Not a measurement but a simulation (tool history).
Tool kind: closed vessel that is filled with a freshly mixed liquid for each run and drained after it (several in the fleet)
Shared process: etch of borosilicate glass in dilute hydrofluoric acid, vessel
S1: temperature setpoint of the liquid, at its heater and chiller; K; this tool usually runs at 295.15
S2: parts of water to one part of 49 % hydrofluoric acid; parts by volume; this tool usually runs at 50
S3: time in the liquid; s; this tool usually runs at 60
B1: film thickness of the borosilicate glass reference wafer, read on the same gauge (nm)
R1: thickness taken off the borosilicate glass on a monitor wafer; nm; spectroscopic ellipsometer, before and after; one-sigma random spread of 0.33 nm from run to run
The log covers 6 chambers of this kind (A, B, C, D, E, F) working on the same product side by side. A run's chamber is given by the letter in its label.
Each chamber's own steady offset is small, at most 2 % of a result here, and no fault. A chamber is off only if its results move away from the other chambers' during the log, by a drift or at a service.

Run 1C, hour 5.0: usual settings; B1 129.99. Result: R1 44.713 nm.
Run 2B, hour 12.6: usual settings; B1 130.00. Result: R1 44.653 nm.
Run 3F, hour 16.8: usual settings; B1 129.97. Result: R1 44.881 nm.
Run 4A, hour 23.3: usual settings; B1 130.01. Result: R1 44.263 nm.
Run 5E, hour 27.7: usual settings; B1 130.01. Result: R1 45.549 nm.
Run 6D, hour 32.6: usual settings; B1 130.02. Result: R1 44.718 nm.
Run 7B, hour 39.3: usual settings; B1 130.02. Result: R1 45.311 nm.
At hour 42.1: chamber B: hydrofluoric acid flow meter replaced.
Run 8D, hour 46.1: usual settings but S2 25 parts by volume; B1 129.99. Result: R1 92.709 nm.
Run 9F, hour 49.8: usual settings but S2 25 parts by volume; B1 130.00. Result: R1 91.388 nm.
At hour 52.5: chamber C: hydrofluoric acid flow meter replaced.
Run 10C, hour 53.4: usual settings but S2 25 parts by volume; B1 130.00. Result: R1 91.433 nm.
Run 11E, hour 60.9: usual settings but S2 25 parts by volume; B1 130.00. Result: R1 92.933 nm.
Run 12A, hour 65.7: usual settings but S2 25 parts by volume; B1 129.96. Result: R1 91.347 nm.
Run 13A, hour 72.8: usual settings but S2 25 parts by volume; B1 130.01. Result: R1 93.701 nm.
Run 14D, hour 78.3: usual settings; B1 129.95. Result: R1 44.037 nm.
Run 15C, hour 82.5: usual settings; B1 129.98. Result: R1 44.978 nm.
Run 16F, hour 88.2: usual settings; B1 130.02. Result: R1 44.544 nm.
At hour 90.0: chamber F: thermometer replaced.
Run 17B, hour 95.3: usual settings; B1 130.01. Result: R1 44.048 nm.
Run 18E, hour 99.3: usual settings; B1 130.05. Result: R1 45.250 nm.
Run 19C, hour 103.4: usual settings; B1 130.04. Result: R1 44.930 nm.
Run 20A, hour 108.8: usual settings; B1 130.02. Result: R1 44.313 nm.
Run 21E, hour 112.6: usual settings but S1 296.65 K, S3 90 s; B1 129.97. Result: R1 72.716 nm.
Run 22F, hour 118.3: usual settings but S1 296.65 K, S3 90 s; B1 130.00. Result: R1 71.376 nm.
Run 23D, hour 126.0: usual settings but S1 296.65 K, S3 90 s; B1 130.02. Result: R1 70.535 nm.
Run 24B, hour 130.0: usual settings but S1 296.65 K, S3 90 s; B1 130.01. Result: R1 68.362 nm.
Run 25F, hour 136.3: usual settings but S1 296.65 K, S3 90 s; B1 130.00. Result: R1 71.171 nm.
Run 26E, hour 143.3: usual settings but S1 296.65 K, S3 90 s; B1 130.01. Result: R1 71.957 nm.
Run 27D, hour 148.7: usual settings; B1 130.01. Result: R1 44.402 nm.
Run 28C, hour 152.4: usual settings; B1 130.00. Result: R1 44.604 nm.
Run 29B, hour 157.7: usual settings; B1 129.99. Result: R1 42.291 nm.
Run 30A, hour 164.5: usual settings; B1 130.01. Result: R1 44.595 nm.
Run 31F, hour 169.6: usual settings; B1 130.02. Result: R1 44.842 nm.
Run 32E, hour 173.4: usual settings but S3 90 s; B1 130.00. Result: R1 68.321 nm.
Run 33D, hour 181.1: usual settings but S3 90 s; B1 130.02. Result: R1 66.753 nm.
Run 34B, hour 188.8: usual settings but S3 90 s; B1 130.02. Result: R1 61.677 nm.
Run 35A, hour 194.8: usual settings but S3 90 s; B1 129.98. Result: R1 67.708 nm.
Run 36C, hour 202.4: usual settings but S3 90 s; B1 130.01. Result: R1 67.337 nm.
Run 37B, hour 205.9: usual settings but S3 90 s; B1 130.01. Result: R1 60.566 nm.
Run 38C, hour 210.0: usual settings; B1 129.96. Result: R1 45.087 nm.
Run 39E, hour 217.3: usual settings; B1 129.98. Result: R1 45.388 nm.

Next, all 6 chambers run the settings below, one line each with question marks for the results. What does each chamber give?
Run 40A, hour 222.9: usual settings but S2 70 parts by volume. Result: R1 ?.
Run 40B, hour 222.9: usual settings but S2 70 parts by volume. Result: R1 ?.
Run 40C, hour 222.9: usual settings but S2 70 parts by volume. Result: R1 ?.
Run 40D, hour 222.9: usual settings but S2 70 parts by volume. Result: R1 ?.
Run 40E, hour 222.9: usual settings but S2 70 parts by volume. Result: R1 ?.
Run 40F, hour 222.9: usual settings but S2 70 parts by volume. Result: R1 ?.

run      R1
40A  30.909
40B  28.067
40C  30.908
40D  31.084
40E  32.045
40F  31.114
